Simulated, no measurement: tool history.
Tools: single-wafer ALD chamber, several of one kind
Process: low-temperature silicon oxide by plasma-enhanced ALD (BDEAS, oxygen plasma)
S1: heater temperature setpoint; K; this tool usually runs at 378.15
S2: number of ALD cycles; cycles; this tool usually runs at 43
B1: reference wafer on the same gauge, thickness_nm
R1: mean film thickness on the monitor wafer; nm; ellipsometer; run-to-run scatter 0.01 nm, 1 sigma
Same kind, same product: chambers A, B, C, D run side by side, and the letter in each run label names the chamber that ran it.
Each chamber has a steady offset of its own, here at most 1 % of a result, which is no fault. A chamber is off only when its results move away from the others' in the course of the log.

{"run": "1C", "hour": 8.6, "S1": 378.15, "S2": 43, "B1": 6.6114, "R1": 6.1335}
{"run": "2A", "hour": 16.0, "S1": 378.15, "S2": 43, "B1": 6.6132, "R1": 6.0496}
{"run": "3D", "hour": 29.7, "S1": 378.15, "S2": 43, "B1": 6.6146, "R1": 6.1231}
{"run": "4B", "hour": 43.0, "S1": 378.15, "S2": 43, "B1": 6.6142, "R1": 6.1576}
{"run": "5A", "hour": 53.6, "S1": 378.15, "S2": 43, "B1": 6.6153, "R1": 6.0651}
{"run": "6D", "hour": 64.4, "S1": 378.15, "S2": 43, "B1": 6.6177, "R1": 6.0975}
{"run": "7C", "hour": 73.0, "S1": 378.15, "S2": 43, "B1": 6.617, "R1": 6.1382}
{"run": "8B", "hour": 84.1, "S1": 391.15, "S2": 38, "B1": 6.6181, "R1": 5.2976}
{"run": "9D", "hour": 90.2, "S1": 391.15, "S2": 38, "B1": 6.6194, "R1": 5.2753}
{"run": "10C", "hour": 99.3, "S1": 391.15, "S2": 38, "B1": 6.6219, "R1": 5.2962}
{"run": "11A", "hour": 106.4, "S1": 391.15, "S2": 38, "B1": 6.6235, "R1": 5.233}
{"run": "12B", "hour": 116.1, "S1": 378.15, "S2": 43, "B1": 6.6246, "R1": 6.1531}
{"run": "13B", "hour": 129.9, "S1": 378.15, "S2": 43, "B1": 6.6283, "R1": 6.1438}
{"run": "14A", "hour": 140.3, "S1": 378.15, "S2": 43, "B1": 6.6242, "R1": 6.0783}
{"run": "15D", "hour": 149.7, "S1": 378.15, "S2": 43, "B1": 6.627, "R1": 6.1146}
{"run": "16C", "hour": 158.3, "S1": 378.15, "S2": 43, "B1": 6.6293, "R1": 6.1465}
{"run": "17C", "hour": 170.4, "S1": 378.15, "S2": 43, "B1": 6.6321, "R1": 6.129}
{"run": "18A", "hour": 179.7, "S1": 378.15, "S2": 43, "B1": 6.629, "R1": 6.063}
{"run": "19D", "hour": 193.1, "S1": 378.15, "S2": 43, "B1": 6.6333, "R1": 6.1148}
{"run": "20B", "hour": 200.2, "S1": 378.15, "S2": 43, "B1": 6.6317, "R1": 6.1743}
{"run": "21B", "hour": 210.9, "S1": 378.15, "S2": 43, "B1": 6.6356, "R1": 6.1521}
{"run": "22D", "hour": 217.8, "S1": 378.15, "S2": 43, "B1": 6.6365, "R1": 6.1204}
{"run": "23C", "hour": 229.1, "S1": 378.15, "S2": 43, "B1": 6.6369, "R1": 6.1558}
{"run": "24A", "hour": 242.3, "S1": 378.15, "S2": 43, "B1": 6.6394, "R1": 6.0569}
{"run": "25C", "hour": 248.5, "S1": 378.15, "S2": 43, "B1": 6.6397, "R1": 6.1645}
{"run": "26B", "hour": 258.6, "S1": 378.15, "S2": 43, "B1": 6.6411, "R1": 6.1582}
{"run": "27D", "hour": 265.2, "S1": 387.15, "S2": 35, "B1": 6.6403, "R1": 4.8917}
{"run": "28A", "hour": 278.0, "S1": 387.15, "S2": 35, "B1": 6.6403, "R1": 4.8699}
{"run": "29D", "hour": 290.6, "S1": 387.15, "S2": 35, "B1": 6.6462, "R1": 4.8999}
{"run": "30C", "hour": 297.7, "S1": 387.15, "S2": 35, "B1": 6.6438, "R1": 4.9362}
{"run": "31B", "hour": 309.8, "S1": 378.15, "S2": 43, "B1": 6.6484, "R1": 6.1598}
{"run": "32A", "hour": 317.3, "S1": 378.15, "S2": 43, "B1": 6.6484, "R1": 6.0697}
{"run": "33C", "hour": 324.6, "S1": 378.15, "S2": 43, "B1": 6.6493, "R1": 6.1929}
{"run": "34D", "hour": 331.1, "S1": 378.15, "S2": 43, "B1": 6.6504, "R1": 6.1278}
{"run": "35B", "hour": 340.8, "S1": 387.15, "S2": 43, "B1": 6.6493, "R1": 6.0869}
{"run": "36A", "hour": 349.7, "S1": 387.15, "S2": 43, "B1": 6.6508, "R1": 5.9734}
{"run": "37A", "hour": 361.6, "S1": 387.15, "S2": 43, "B1": 6.6524, "R1": 5.9899}
{"run": "38C", "hour": 370.2, "S1": 387.15, "S2": 43, "B1": 6.654, "R1": 6.0545}

All chambers now run identical settings, listed one chamber a line with results as question marks. What results will each chamber show?
{"run": "39A", "hour": 380.3, "S1": 388.15, "S2": 43, "R1": "?"}
{"run": "39B", "hour": 380.3, "S1": 388.15, "S2": 43, "R1": "?"}
{"run": "39C", "hour": 380.3, "S1": 388.15, "S2": 43, "R1": "?"}
{"run": "39D", "hour": 380.3, "S1": 388.15, "S2": 43, "R1": "?"}

run=39A R1=5.9786
run=39B R1=6.0701
run=39C R1=6.0462
run=39D R1=6.03
